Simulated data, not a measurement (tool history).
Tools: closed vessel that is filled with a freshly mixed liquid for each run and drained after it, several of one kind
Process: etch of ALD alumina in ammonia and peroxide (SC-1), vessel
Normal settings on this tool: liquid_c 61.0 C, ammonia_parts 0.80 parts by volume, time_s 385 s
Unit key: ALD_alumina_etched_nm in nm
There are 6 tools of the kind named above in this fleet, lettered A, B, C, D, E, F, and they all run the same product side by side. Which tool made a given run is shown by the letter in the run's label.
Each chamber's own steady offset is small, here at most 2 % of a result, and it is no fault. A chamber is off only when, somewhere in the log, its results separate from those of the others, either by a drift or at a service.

| run | hour | liquid_c | ammonia_parts | time_s | read-back film thickness of the ALD alumina reference wafer, read on the same gauge (nm) | ALD_alumina_etched_nm |
|---|---|---|---|---|---|---|
| 1E | 14.2 | 61.0 | 0.80 | 385 | 50.027 | 46.367 |
| 2F | 20.6 | 61.0 | 0.80 | 385 | 50.024 | 45.834 |
| 3A | 34.6 | 61.0 | 0.80 | 385 | 49.990 | 45.828 |
| 4D | 45.8 | 61.0 | 0.80 | 385 | 49.969 | 45.859 |
| 5B | 57.9 | 61.0 | 0.80 | 385 | 49.991 | 46.052 |
| 6C | 65.4 | 61.0 | 0.80 | 385 | 50.032 | 46.042 |
| 7C | 78.5 | 61.0 | 0.80 | 385 | 49.956 | 46.094 |
|  | 87.5 | chamber B: new drum of ammonia solution connected |
| 8D | 89.6 | 61.0 | 0.80 | 385 | 50.044 | 45.312 |
|  | 99.5 | chamber F: thermometer replaced |
| 9F | 99.8 | 61.0 | 0.80 | 385 | 49.965 | 46.259 |
| 10E | 106.5 | 61.0 | 0.80 | 385 | 49.989 | 46.716 |
| 11B | 118.5 | 61.0 | 0.80 | 385 | 50.011 | 46.081 |
|  | 131.2 | chamber F: ammonia flow meter replaced |
| 12A | 132.8 | 57.5 | 0.45 | 385 | 50.021 | 36.485 |
| 13C | 139.7 | 57.5 | 0.45 | 385 | 49.990 | 36.347 |
|  | 143.1 | chamber C: ammonia flow meter replaced |
| 14B | 150.5 | 57.5 | 0.45 | 385 | 50.032 | 36.722 |
| 15E | 159.9 | 57.5 | 0.45 | 385 | 49.983 | 37.230 |
| 16F | 169.3 | 57.5 | 0.45 | 385 | 50.007 | 36.336 |
| 17D | 181.5 | 57.5 | 0.45 | 385 | 50.023 | 36.171 |
|  | 186.2 | chamber A: thermometer replaced |
| 18A | 191.2 | 61.0 | 0.80 | 385 | 50.008 | 46.017 |
| 19C | 203.4 | 61.0 | 0.80 | 385 | 49.967 | 45.853 |
|  | 215.0 | chamber B: ammonia flow meter replaced |
| 20A | 217.3 | 61.0 | 0.80 | 385 | 49.988 | 45.984 |
| 21B | 225.1 | 61.0 | 0.80 | 165 | 50.022 | 19.740 |
| 22E | 231.8 | 61.0 | 0.80 | 165 | 50.008 | 20.173 |
| 23D | 239.6 | 61.0 | 0.80 | 165 | 50.011 | 19.582 |
| 24F | 246.0 | 61.0 | 0.80 | 165 | 50.017 | 19.788 |
| 25A | 260.0 | 61.0 | 0.80 | 165 | 49.997 | 19.741 |
| 26F | 271.9 | 61.0 | 0.80 | 165 | 49.963 | 19.679 |
| 27D | 282.0 | 61.0 | 0.80 | 385 | 50.004 | 45.847 |
|  | 285.1 | chamber D: ammonia flow meter replaced |
| 28E | 294.7 | 61.0 | 0.80 | 385 | 49.956 | 47.508 |
| 29B | 305.4 | 61.0 | 0.80 | 385 | 50.011 | 45.967 |
| 30C | 314.9 | 61.0 | 0.80 | 385 | 49.984 | 45.803 |
| 31F | 328.4 | 61.0 | 0.80 | 385 | 50.038 | 45.484 |
| 32C | 336.3 | 61.0 | 0.80 | 385 | 50.023 | 45.625 |
| 33E | 343.5 | 61.0 | 0.80 | 385 | 50.032 | 48.085 |
| 34A | 352.5 | 61.0 | 0.80 | 385 | 49.961 | 46.005 |
| 35D | 363.6 | 61.0 | 1.20 | 385 | 49.987 | 47.325 |
| 36B | 375.5 | 61.0 | 1.20 | 385 | 49.995 | 47.605 |
| 37D | 387.5 | 61.0 | 1.20 | 385 | 50.026 | 47.908 |
| 38F | 394.0 | 61.0 | 1.20 | 385 | 49.981 | 47.468 |
| 39B | 406.8 | 61.0 | 1.20 | 385 | 49.938 | 47.892 |

For the next run the whole fleet of 6 chambers uses the same settings. Give each chamber's results:
| 40A | 417.0 | 66.5 | 0.80 | 385 |  | ? |
| 40B | 417.0 | 66.5 | 0.80 | 385 |  | ? |
| 40C | 417.0 | 66.5 | 0.80 | 385 |  | ? |
| 40D | 417.0 | 66.5 | 0.80 | 385 |  | ? |
| 40E | 417.0 | 66.5 | 0.80 | 385 |  | ? |
| 40F | 417.0 | 66.5 | 0.80 | 385 |  | ? |

| run | ALD_alumina_etched_nm |
|---|---|
| 40A | 60.867 |
| 40B | 60.317 |
| 40C | 60.947 |
| 40D | 59.356 |
| 40E | 62.978 |
| 40F | 60.263 |
